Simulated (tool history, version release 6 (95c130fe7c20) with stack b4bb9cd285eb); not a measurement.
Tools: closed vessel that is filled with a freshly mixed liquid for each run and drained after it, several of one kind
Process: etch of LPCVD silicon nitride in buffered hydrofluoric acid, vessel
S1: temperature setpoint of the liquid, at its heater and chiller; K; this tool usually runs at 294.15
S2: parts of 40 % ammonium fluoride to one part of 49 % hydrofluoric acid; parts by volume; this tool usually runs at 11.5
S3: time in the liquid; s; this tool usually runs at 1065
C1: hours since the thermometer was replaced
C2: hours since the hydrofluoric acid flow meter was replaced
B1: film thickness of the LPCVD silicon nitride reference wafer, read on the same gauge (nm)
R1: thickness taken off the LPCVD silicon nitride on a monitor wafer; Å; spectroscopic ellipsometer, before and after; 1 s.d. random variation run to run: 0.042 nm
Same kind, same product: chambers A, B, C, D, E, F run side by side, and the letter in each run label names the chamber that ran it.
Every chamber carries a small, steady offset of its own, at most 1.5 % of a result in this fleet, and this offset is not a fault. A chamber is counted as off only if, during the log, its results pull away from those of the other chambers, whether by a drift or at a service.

run,hour,S1,S2,S3,C1,C2,B1,R1
1E,10.9,294.15,11.5,1065,1399.8,738.7,130.01,125.82
2C,21.8,294.15,11.5,1065,686.2,527.1,130.01,128.58
3B,29.7,294.15,11.5,1065,525.4,1125.9,129.98,127.25
4F,38.7,294.15,11.5,1065,661.6,774.5,130.01,125.69
5D,46.6,294.15,11.5,1065,1354.3,417.9,130.01,126.32
6A,54.6,294.15,11.5,1065,319.6,752.3,130.03,125.32
7D,64.2,294.15,11.5,1065,1371.9,435.5,130,126.36
8C,74.5,294.15,11.5,1065,738.9,579.8,129.95,128.99
9E,84.9,294.15,11.5,1065,1473.8,812.7,130.02,125.51
10B,95.3,294.15,11.5,1065,591,1191.5,130,126.22
11F,102.2,298.15,8.5,1065,725.1,838,130.03,203.04
12A,107.6,298.15,8.5,1065,372.6,805.3,130,205.93
13B,112.9,298.15,8.5,1065,608.6,1209.1,129.95,206.83
14C,120.2,298.15,8.5,1065,784.6,625.5,130.03,211.19
15F,125.3,298.15,8.5,1065,748.2,861.1,129.97,203.49
16D,134,298.15,8.5,1065,1441.7,505.3,130.06,206.26
17E,143.8,294.15,11.5,1065,1532.7,871.6,129.98,126.03
18A,153.3,296.15,10,1065,418.3,851,129.97,161.61
19D,160.1,296.15,10,1065,1467.8,531.4,130.02,161.9
20F,170.6,296.15,10,1065,793.5,906.4,130.02,160.79
21E,180,296.15,10,1065,1568.9,907.8,130.03,160.32
22B,190.3,296.15,10,1065,686,1286.5,130.02,162.57
23C,201,296.15,10,1065,865.4,706.3,130,165.88
24A,209.9,294.15,8,1065,474.9,907.6,130.01,176.86
25F,216.8,294.15,8,1065,839.7,952.6,130.03,175.58
# hour 223: chamber D: thermometer replaced
26A,224.8,294.15,8,1065,489.8,922.5,130.01,177.09
27D,232.2,294.15,8,1065,9.2,603.5,130,177.51
28B,240.6,294.15,8,1065,736.3,1336.8,130,176.56
29C,247.7,294.15,8,1065,912.1,753,129.98,185.89
30E,257,294.15,11.5,550,1645.9,984.8,129.98,64.99
31F,268.4,294.15,11.5,550,891.3,1004.2,130.01,65.196
32C,274.2,294.15,11.5,550,938.6,779.5,130.03,68.525
33A,280.1,294.15,11.5,550,545.1,977.8,129.99,64.523
34E,288.6,294.15,11.5,550,1677.5,1016.4,129.99,64.699
35B,300.4,294.15,11.5,550,796.1,1396.6,130.01,65.345
36D,310.1,294.15,11.5,1065,87.1,681.4,130.01,126.39
37F,321,294.15,11.5,1065,943.9,1056.8,129.96,125.39

Each of the 6 chambers runs these same settings next. Fill in every chamber's results:
38A,329.6,294.15,11.5,1065,,,,?
38B,329.6,294.15,11.5,1065,,,,?
38C,329.6,294.15,11.5,1065,,,,?
38D,329.6,294.15,11.5,1065,,,,?
38E,329.6,294.15,11.5,1065,,,,?
38F,329.6,294.15,11.5,1065,,,,?

run,R1
38A,125.24
38B,125.48
38C,133.07
38D,126.72
38E,126.15
38F,125.73

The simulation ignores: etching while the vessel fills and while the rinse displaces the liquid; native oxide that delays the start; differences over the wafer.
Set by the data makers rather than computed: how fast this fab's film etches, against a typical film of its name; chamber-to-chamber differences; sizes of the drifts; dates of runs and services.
